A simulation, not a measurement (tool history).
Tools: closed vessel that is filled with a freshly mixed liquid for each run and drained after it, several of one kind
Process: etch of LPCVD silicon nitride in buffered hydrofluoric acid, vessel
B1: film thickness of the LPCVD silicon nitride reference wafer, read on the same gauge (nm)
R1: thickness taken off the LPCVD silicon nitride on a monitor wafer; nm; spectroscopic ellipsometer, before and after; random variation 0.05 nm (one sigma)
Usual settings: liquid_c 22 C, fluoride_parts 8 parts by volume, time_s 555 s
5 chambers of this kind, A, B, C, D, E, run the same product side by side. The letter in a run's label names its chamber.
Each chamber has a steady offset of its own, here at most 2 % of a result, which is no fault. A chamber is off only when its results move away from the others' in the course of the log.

run 1C hour=7.9 | liquid_c=22 fluoride_parts=8 time_s=555 | B1=109.98 | R1=9.5777
run 2B hour=18.9 | liquid_c=22 fluoride_parts=8 time_s=555 | B1=110 | R1=9.3099
run 3E hour=27.8 | liquid_c=22 fluoride_parts=8 time_s=555 | B1=110.02 | R1=9.3045
run 4D hour=37.9 | liquid_c=22 fluoride_parts=8 time_s=555 | B1=109.99 | R1=9.2633
run 5A hour=49.5 | liquid_c=22 fluoride_parts=8 time_s=555 | B1=109.98 | R1=9.2266
run 6D hour=58 | liquid_c=22 fluoride_parts=8 time_s=555 | B1=110 | R1=9.1772
-- hour=67.4 chamber C: hydrofluoric acid flow meter replaced
run 7E hour=72.2 | liquid_c=25.5 fluoride_parts=10.5 time_s=555 | B1=109.99 | R1=8.8674
run 8B hour=86.7 | liquid_c=25.5 fluoride_parts=10.5 time_s=555 | B1=110.03 | R1=8.9506
run 9A hour=102.8 | liquid_c=25.5 fluoride_parts=10.5 time_s=555 | B1=110.03 | R1=8.8634
run 10C hour=118.7 | liquid_c=25.5 fluoride_parts=10.5 time_s=555 | B1=109.99 | R1=9.0333
run 11E hour=125.8 | liquid_c=25.5 fluoride_parts=10.5 time_s=555 | B1=110.03 | R1=8.7973
run 12C hour=141.6 | liquid_c=22 fluoride_parts=8 time_s=555 | B1=110.02 | R1=9.5259
-- hour=145 chamber B: hydrofluoric acid flow meter replaced
run 13B hour=151 | liquid_c=22 fluoride_parts=8 time_s=555 | B1=109.98 | R1=9.3958
run 14D hour=163.1 | liquid_c=22 fluoride_parts=8 time_s=555 | B1=110 | R1=9.3315
run 15A hour=177.7 | liquid_c=22 fluoride_parts=8 time_s=555 | B1=109.98 | R1=9.339
run 16A hour=185.6 | liquid_c=22 fluoride_parts=8 time_s=555 | B1=109.97 | R1=9.4154
run 17B hour=198.9 | liquid_c=22 fluoride_parts=8 time_s=555 | B1=109.98 | R1=9.3129
run 18C hour=213.8 | liquid_c=22 fluoride_parts=8 time_s=800 | B1=110 | R1=13.664
-- hour=214.1 chamber E: hydrofluoric acid flow meter replaced
run 19D hour=221.3 | liquid_c=22 fluoride_parts=8 time_s=800 | B1=110 | R1=13.347
run 20E hour=234.1 | liquid_c=22 fluoride_parts=8 time_s=800 | B1=110 | R1=13.47
run 21C hour=248.3 | liquid_c=22 fluoride_parts=8 time_s=800 | B1=109.98 | R1=13.723
-- hour=259.7 chamber C: thermometer replaced
run 22E hour=259.8 | liquid_c=22 fluoride_parts=8 time_s=800 | B1=109.96 | R1=13.37
run 23B hour=272.3 | liquid_c=22 fluoride_parts=8 time_s=555 | B1=109.97 | R1=9.4475
run 24D hour=283.4 | liquid_c=22 fluoride_parts=8 time_s=555 | B1=109.95 | R1=9.2014
run 25A hour=297.3 | liquid_c=22 fluoride_parts=8 time_s=555 | B1=109.98 | R1=9.2
run 26A hour=308.2 | liquid_c=22 fluoride_parts=8 time_s=555 | B1=110.02 | R1=9.2993
run 27D hour=317.3 | liquid_c=22 fluoride_parts=8 time_s=555 | B1=109.97 | R1=9.256
run 28C hour=330.6 | liquid_c=22 fluoride_parts=6.5 time_s=555 | B1=109.94 | R1=11.676
run 29B hour=343.6 | liquid_c=22 fluoride_parts=6.5 time_s=555 | B1=110.01 | R1=11.507
run 30E hour=354 | liquid_c=22 fluoride_parts=6.5 time_s=555 | B1=110 | R1=11.298
run 31B hour=368 | liquid_c=22 fluoride_parts=6.5 time_s=555 | B1=109.98 | R1=11.55
run 32A hour=378.6 | liquid_c=22 fluoride_parts=6.5 time_s=555 | B1=110.07 | R1=11.343
run 33D hour=390.9 | liquid_c=22 fluoride_parts=8 time_s=555 | B1=110 | R1=9.2021
run 34E hour=401.8 | liquid_c=22 fluoride_parts=8 time_s=555 | B1=109.98 | R1=9.3073
-- hour=409.2 chamber D: hydrofluoric acid flow meter replaced
run 35C hour=412.7 | liquid_c=22 fluoride_parts=8 time_s=555 | B1=109.99 | R1=9.4155
run 36D hour=423 | liquid_c=22 fluoride_parts=8 time_s=555 | B1=110.02 | R1=9.1494
run 37A hour=431.2 | liquid_c=22 fluoride_parts=8 time_s=555 | B1=110.03 | R1=9.2047
run 38E hour=443.6 | liquid_c=22 fluoride_parts=8 time_s=555 | B1=110.01 | R1=9.296
run 39C hour=457.1 | liquid_c=22 fluoride_parts=8 time_s=555 | B1=109.97 | R1=9.4688

All 5 chambers run these settings next. Forecast each chamber's results:
run 40A hour=468.7 | liquid_c=22 fluoride_parts=8 time_s=555 | R1=?
run 40B hour=468.7 | liquid_c=22 fluoride_parts=8 time_s=555 | R1=?
run 40C hour=468.7 | liquid_c=22 fluoride_parts=8 time_s=555 | R1=?
run 40D hour=468.7 | liquid_c=22 fluoride_parts=8 time_s=555 | R1=?
run 40E hour=468.7 | liquid_c=22 fluoride_parts=8 time_s=555 | R1=?

run=40A R1=9.2215
run=40B R1=9.3427
run=40C R1=9.5256
run=40D R1=9.1817
run=40E R1=9.2557
